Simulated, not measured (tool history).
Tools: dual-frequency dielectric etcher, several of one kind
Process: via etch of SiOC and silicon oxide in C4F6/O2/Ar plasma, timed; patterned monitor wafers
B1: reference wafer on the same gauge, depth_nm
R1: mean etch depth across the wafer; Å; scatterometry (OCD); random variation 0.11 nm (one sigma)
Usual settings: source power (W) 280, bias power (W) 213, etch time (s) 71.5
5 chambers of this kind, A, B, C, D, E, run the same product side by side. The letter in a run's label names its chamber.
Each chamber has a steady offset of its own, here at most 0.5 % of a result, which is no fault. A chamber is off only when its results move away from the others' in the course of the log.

run 1A day=0.271 | source_power_(W)=280 bias_power_(W)=213 etch_time_(s)=71.5 | B1=71.884 | R1=746.16
run 2E day=0.579 | source_power_(W)=280 bias_power_(W)=213 etch_time_(s)=71.5 | B1=71.893 | R1=740.78
-- day=0.596 chamber E: wet clean of the chamber
run 3D day=0.850 | source_power_(W)=280 bias_power_(W)=213 etch_time_(s)=71.5 | B1=71.886 | R1=744.29
-- day=0.942 chamber D: wet clean of the chamber
run 4C day=1.192 | source_power_(W)=280 bias_power_(W)=213 etch_time_(s)=71.5 | B1=71.870 | R1=746.68
-- day=1.371 chamber C: source power generator calibrated
run 5B day=1.429 | source_power_(W)=280 bias_power_(W)=213 etch_time_(s)=71.5 | B1=71.878 | R1=749.18
run 6B day=1.896 | source_power_(W)=280 bias_power_(W)=213 etch_time_(s)=71.5 | B1=71.858 | R1=746.81
run 7A day=2.146 | source_power_(W)=280 bias_power_(W)=213 etch_time_(s)=71.5 | B1=71.850 | R1=745.38
run 8D day=2.612 | source_power_(W)=280 bias_power_(W)=213 etch_time_(s)=71.5 | B1=71.856 | R1=743.97
run 9E day=2.975 | source_power_(W)=260 bias_power_(W)=213 etch_time_(s)=90.0 | B1=71.817 | R1=906.97
run 10C day=3.450 | source_power_(W)=260 bias_power_(W)=213 etch_time_(s)=90.0 | B1=71.816 | R1=912.34
run 11E day=3.858 | source_power_(W)=260 bias_power_(W)=213 etch_time_(s)=90.0 | B1=71.828 | R1=904.88
run 12A day=4.121 | source_power_(W)=260 bias_power_(W)=213 etch_time_(s)=90.0 | B1=71.769 | R1=910.61
run 13D day=4.362 | source_power_(W)=260 bias_power_(W)=213 etch_time_(s)=90.0 | B1=71.754 | R1=908.99
-- day=4.725 chamber B: wet clean of the chamber
run 14C day=4.883 | source_power_(W)=280 bias_power_(W)=213 etch_time_(s)=71.5 | B1=71.757 | R1=746.36
run 15B day=5.346 | source_power_(W)=280 bias_power_(W)=213 etch_time_(s)=71.5 | B1=71.749 | R1=747.10
run 16C day=5.583 | source_power_(W)=340 bias_power_(W)=213 etch_time_(s)=71.5 | B1=71.757 | R1=801.66
run 17A day=5.858 | source_power_(W)=340 bias_power_(W)=213 etch_time_(s)=71.5 | B1=71.739 | R1=803.71
run 18D day=6.367 | source_power_(W)=340 bias_power_(W)=213 etch_time_(s)=71.5 | B1=71.730 | R1=797.06
-- day=6.625 chamber A: wet clean of the chamber
run 19B day=6.646 | source_power_(W)=340 bias_power_(W)=213 etch_time_(s)=71.5 | B1=71.701 | R1=802.19
run 20E day=6.942 | source_power_(W)=340 bias_power_(W)=213 etch_time_(s)=71.5 | B1=71.701 | R1=793.06
run 21A day=7.288 | source_power_(W)=280 bias_power_(W)=213 etch_time_(s)=71.5 | B1=71.680 | R1=744.90
run 22B day=7.708 | source_power_(W)=280 bias_power_(W)=213 etch_time_(s)=71.5 | B1=71.668 | R1=745.53
run 23E day=8.000 | source_power_(W)=280 bias_power_(W)=194 etch_time_(s)=81.0 | B1=71.675 | R1=812.50
run 24C day=8.346 | source_power_(W)=280 bias_power_(W)=194 etch_time_(s)=81.0 | B1=71.658 | R1=816.74
run 25D day=8.812 | source_power_(W)=280 bias_power_(W)=194 etch_time_(s)=81.0 | B1=71.657 | R1=812.91
run 26B day=9.296 | source_power_(W)=280 bias_power_(W)=194 etch_time_(s)=81.0 | B1=71.634 | R1=817.88
run 27D day=9.671 | source_power_(W)=280 bias_power_(W)=194 etch_time_(s)=81.0 | B1=71.649 | R1=812.60
run 28C day=10.096 | source_power_(W)=330 bias_power_(W)=213 etch_time_(s)=71.5 | B1=71.626 | R1=792.26
run 29E day=10.617 | source_power_(W)=330 bias_power_(W)=213 etch_time_(s)=71.5 | B1=71.581 | R1=784.33
run 30A day=11.092 | source_power_(W)=330 bias_power_(W)=213 etch_time_(s)=71.5 | B1=71.575 | R1=791.01
run 31C day=11.592 | source_power_(W)=330 bias_power_(W)=213 etch_time_(s)=71.5 | B1=71.585 | R1=789.93
run 32E day=12.025 | source_power_(W)=330 bias_power_(W)=213 etch_time_(s)=71.5 | B1=71.576 | R1=784.42
run 33B day=12.412 | source_power_(W)=280 bias_power_(W)=213 etch_time_(s)=71.5 | B1=71.554 | R1=742.72
run 34A day=12.925 | source_power_(W)=280 bias_power_(W)=213 etch_time_(s)=71.5 | B1=71.542 | R1=743.07
run 35D day=13.375 | source_power_(W)=280 bias_power_(W)=213 etch_time_(s)=71.5 | B1=71.535 | R1=739.34
-- day=13.721 chamber D: wet clean of the chamber
run 36D day=13.804 | source_power_(W)=280 bias_power_(W)=184 etch_time_(s)=71.5 | B1=71.497 | R1=702.63
run 37E day=14.183 | source_power_(W)=280 bias_power_(W)=184 etch_time_(s)=71.5 | B1=71.507 | R1=699.91
run 38C day=14.508 | source_power_(W)=280 bias_power_(W)=184 etch_time_(s)=71.5 | B1=71.475 | R1=706.79

What goes on in this fleet: one chamber off, a drifting gauge, or nothing beyond the chambers' own small offsets? Name the chamber and the cause, if any.

The gauge drifts, so all chambers seem to drift together. No chamber is off.
Cause: gauge reads low (%) = 0.581.

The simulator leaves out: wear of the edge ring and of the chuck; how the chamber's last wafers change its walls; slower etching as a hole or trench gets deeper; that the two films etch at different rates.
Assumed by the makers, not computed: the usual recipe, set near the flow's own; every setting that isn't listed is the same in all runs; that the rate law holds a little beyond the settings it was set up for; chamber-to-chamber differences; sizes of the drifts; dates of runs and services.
